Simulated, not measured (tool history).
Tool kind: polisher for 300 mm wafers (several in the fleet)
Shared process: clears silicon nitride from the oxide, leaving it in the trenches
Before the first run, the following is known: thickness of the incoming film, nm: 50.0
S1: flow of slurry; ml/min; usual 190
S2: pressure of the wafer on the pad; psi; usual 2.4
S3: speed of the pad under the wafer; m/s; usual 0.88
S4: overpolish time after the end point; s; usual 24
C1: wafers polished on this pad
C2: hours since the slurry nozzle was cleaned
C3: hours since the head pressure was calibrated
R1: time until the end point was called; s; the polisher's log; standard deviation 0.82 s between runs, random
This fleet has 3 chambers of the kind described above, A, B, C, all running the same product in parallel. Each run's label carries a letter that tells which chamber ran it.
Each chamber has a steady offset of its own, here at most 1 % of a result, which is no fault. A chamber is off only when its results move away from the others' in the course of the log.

run,day,S1,S2,S3,S4,C1,C2,C3,R1
# day 0.012: chamber A: worn pad replaced by a new one
1A,0.471,190,2.4,0.88,24,75,105.6,841.5,80.341
2B,0.696,190,2.4,0.88,24,729,474.9,491.9,78.243
3C,1.125,190,2.4,0.88,24,1208,559.3,304.7,80.630
4B,1.483,190,2.4,0.88,24,857,493.8,510.8,80.426
# day 1.704: chamber C: worn pad replaced by a new one
5A,1.858,190,2.4,0.88,24,301,138.9,874.8,78.644
# day 1.954: chamber B: worn pad replaced by a new one
6C,2.112,190,2.4,0.88,24,66,583.0,328.4,79.620
7C,2.454,190,2.4,0.88,24,122,591.2,336.6,82.292
8B,2.708,190,2.4,0.88,24,123,523.2,540.2,80.134
# day 2.875: chamber C: slurry nozzle cleaned
9A,3.050,190,2.4,0.88,24,496,167.5,903.4,79.527
10C,3.396,190,2.4,0.88,24,276,12.5,359.2,82.450
# day 3.675: chamber A: head pressure recalibrated
11A,3.812,190,2.4,0.88,24,620,185.8,3.3,80.855
12B,4.092,190,2.4,0.88,24,349,556.4,573.4,80.810
13A,4.433,190,2.4,0.88,24,722,200.7,18.2,80.566
14C,4.846,190,2.4,0.88,24,513,47.3,394.0,82.307
15B,5.150,190,2.4,0.88,24,522,581.8,598.8,80.389
16A,5.512,190,2.4,0.88,24,898,226.6,44.1,80.414
17C,5.796,190,2.4,0.88,24,668,70.1,416.8,83.797
18B,6.000,190,2.4,0.88,24,660,602.2,619.2,81.278
19C,6.358,190,2.4,0.88,24,759,83.6,430.3,82.259
20B,6.588,190,2.4,0.88,24,756,616.3,633.3,81.033
# day 6.804: chamber B: head pressure recalibrated
21A,6.988,190,2.4,0.88,24,1139,262.0,79.5,80.618
22A,7.329,190,2.4,0.88,24,1195,270.2,87.7,80.424
# day 7.471: chamber B: worn pad replaced by a new one
23C,7.638,190,2.4,0.88,24,968,114.3,461.0,82.613
24B,8.008,190,2.4,0.88,24,88,650.4,28.9,80.886
25A,8.388,190,2.4,0.88,24,1367,295.6,113.1,78.940
# day 8.392: chamber A: worn pad replaced by a new one
26C,8.675,190,2.4,0.88,24,1138,139.2,485.9,85.143
# day 8.921: chamber A: slurry nozzle cleaned
27B,8.929,190,2.4,0.88,24,238,672.5,51.0,80.137
28B,9.196,190,2.4,0.88,24,281,678.9,57.4,79.585
29A,9.442,190,2.4,0.88,24,171,12.5,138.4,79.266
30C,9.762,190,2.4,0.88,24,1315,165.3,512.0,82.802
31C,10.083,190,2.4,0.88,24,1368,173.0,519.7,85.712
# day 10.442: chamber C: worn pad replaced by a new one
32A,10.446,190,2.4,0.88,24,335,36.6,162.5,79.808
33B,10.671,190,2.4,0.88,19,522,714.3,92.8,81.312
34B,11.062,190,2.4,0.88,19,586,723.7,102.2,80.182
35C,11.421,190,2.4,0.88,19,160,205.1,551.8,85.360
36A,11.654,190,2.4,0.88,13,533,65.6,191.5,78.798
37C,12.008,190,2.4,0.88,13,256,219.2,565.9,85.933
38B,12.396,190,2.4,0.88,13,804,755.7,134.2,80.292
39A,12.767,190,2.4,0.88,24,714,92.3,218.2,77.591
40B,13.175,190,2.4,0.88,24,931,774.4,152.9,81.804
41A,13.483,190,2.4,0.88,24,831,109.5,235.4,79.193
# day 13.750: chamber B: worn pad replaced by a new one
42C,13.808,190,2.4,0.88,24,549,262.4,609.1,87.291
# day 13.929: chamber B: slurry nozzle cleaned
43B,14.229,190,2.4,0.88,24,78,7.3,178.2,80.161
44C,14.654,190,2.4,0.88,24,688,282.7,629.4,87.351

The same settings go to every chamber for the next run, one line per chamber below. Forecast the results for each:
45A,14.992,190,2.4,0.88,24,,,,?
45B,14.992,190,2.4,0.88,24,,,,?
45C,14.992,190,2.4,0.88,24,,,,?

run,R1
45A,78.838
45B,80.947
45C,88.540

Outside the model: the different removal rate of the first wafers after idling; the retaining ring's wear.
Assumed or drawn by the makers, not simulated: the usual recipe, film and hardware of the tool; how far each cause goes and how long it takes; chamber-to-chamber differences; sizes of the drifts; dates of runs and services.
